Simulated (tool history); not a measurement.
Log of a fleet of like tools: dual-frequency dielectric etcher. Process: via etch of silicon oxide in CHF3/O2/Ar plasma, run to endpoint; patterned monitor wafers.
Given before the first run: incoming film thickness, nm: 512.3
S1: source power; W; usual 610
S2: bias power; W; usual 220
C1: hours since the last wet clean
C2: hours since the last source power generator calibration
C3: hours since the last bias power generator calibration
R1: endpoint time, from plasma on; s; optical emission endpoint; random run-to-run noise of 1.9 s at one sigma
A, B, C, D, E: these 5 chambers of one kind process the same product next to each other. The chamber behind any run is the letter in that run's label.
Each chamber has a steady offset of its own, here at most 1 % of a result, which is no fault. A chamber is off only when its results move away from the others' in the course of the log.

run   hour   S1   S2     C1      C2      C3      R1
 1D    5.0  610  220  177.1  3967.0  1789.5  243.73
 2C   12.4  610  220  215.8  1382.9  3968.6  239.01
      13.9  -- chamber E: wet clean of the chamber
 3B   16.8  610  220  573.3   553.5    40.7  236.86
 4E   21.7  610  220    7.8  3671.6  1100.7  242.89
 5A   25.3  610  220  398.0  1734.9   250.5  240.09
 6A   29.0  610  220  401.7  1738.6   254.2  239.48
 7E   33.3  610  220   19.4  3683.2  1112.3  239.13
 8D   39.0  610  256  211.1  4001.0  1823.5  230.08
 9C   44.6  610  256  248.0  1415.1  4000.8  230.32
10B   52.0  610  256  608.5   588.7    75.9  228.80
      57.8  -- chamber B: wet clean of the chamber
11A   58.1  610  256  430.8  1767.7   283.3  226.73
12E   64.6  610  256   50.7  3714.5  1143.6  227.37
13D   68.6  610  220  240.7  4030.6  1853.1  240.76
14C   72.3  610  220  275.7  1442.8  4028.5  241.23
15B   76.0  610  220   18.3   612.7    99.9  243.02
16D   79.7  610  220  251.8  4041.7  1864.2  239.04
17A   83.6  480  173  456.3  1793.2   308.8  286.03
18B   87.0  480  173   29.3   623.7   110.9  288.42
19C   91.3  480  173  294.7  1461.8  4047.5  289.92
20E   94.9  480  173   81.0  3744.8  1173.9  286.72
21D   98.2  480  173  270.3  4060.2  1882.7  283.83
22B  105.1  610  220   47.4   641.8   129.0  241.40
23C  111.2  610  220  314.6  1481.7  4067.4  240.97
24E  118.7  610  220  104.8  3768.6  1197.7  242.70
25A  126.1  610  220  498.8  1835.7   351.3  238.64
     128.2  -- chamber A: source power generator calibrated
26A  131.8  610  220  504.5     3.6   357.0  244.62
27E  136.1  610  180  122.2  3786.0  1215.1  259.95
28D  141.2  610  180  313.3  4103.2  1925.7  258.53
29B  148.3  610  180   90.6   685.0   172.2  259.26
30C  152.7  610  180  356.1  1523.2  4108.9  258.63
31A  157.2  610  180  529.9    29.0   382.4  259.70
32C  163.3  610  220  366.7  1533.8  4119.5  240.78
33B  168.7  610  220  111.0   705.4   192.6  243.11
34E  175.3  480  251  161.4  3825.2  1254.3  250.92
35D  178.6  480  251  350.7  4140.6  1963.1  253.52
36E  183.9  480  251  170.0  3833.8  1262.9  253.42
37B  191.0  480  251  133.3   727.7   214.9  249.79
38D  194.6  480  251  366.7  4156.6  1979.1  250.90
39A  199.3  610  220  572.0    71.1   424.5  241.97
40C  205.7  610  220  409.1  1576.2  4161.9  244.65

Next, every chamber runs the same settings. What will each give?
41A  211.0  610  220               ?
41B  211.0  610  220               ?
41C  211.0  610  220               ?
41D  211.0  610  220               ?
41E  211.0  610  220               ?

run      R1
41A  242.38
41B  240.88
41C  246.95
41D  242.07
41E  241.68

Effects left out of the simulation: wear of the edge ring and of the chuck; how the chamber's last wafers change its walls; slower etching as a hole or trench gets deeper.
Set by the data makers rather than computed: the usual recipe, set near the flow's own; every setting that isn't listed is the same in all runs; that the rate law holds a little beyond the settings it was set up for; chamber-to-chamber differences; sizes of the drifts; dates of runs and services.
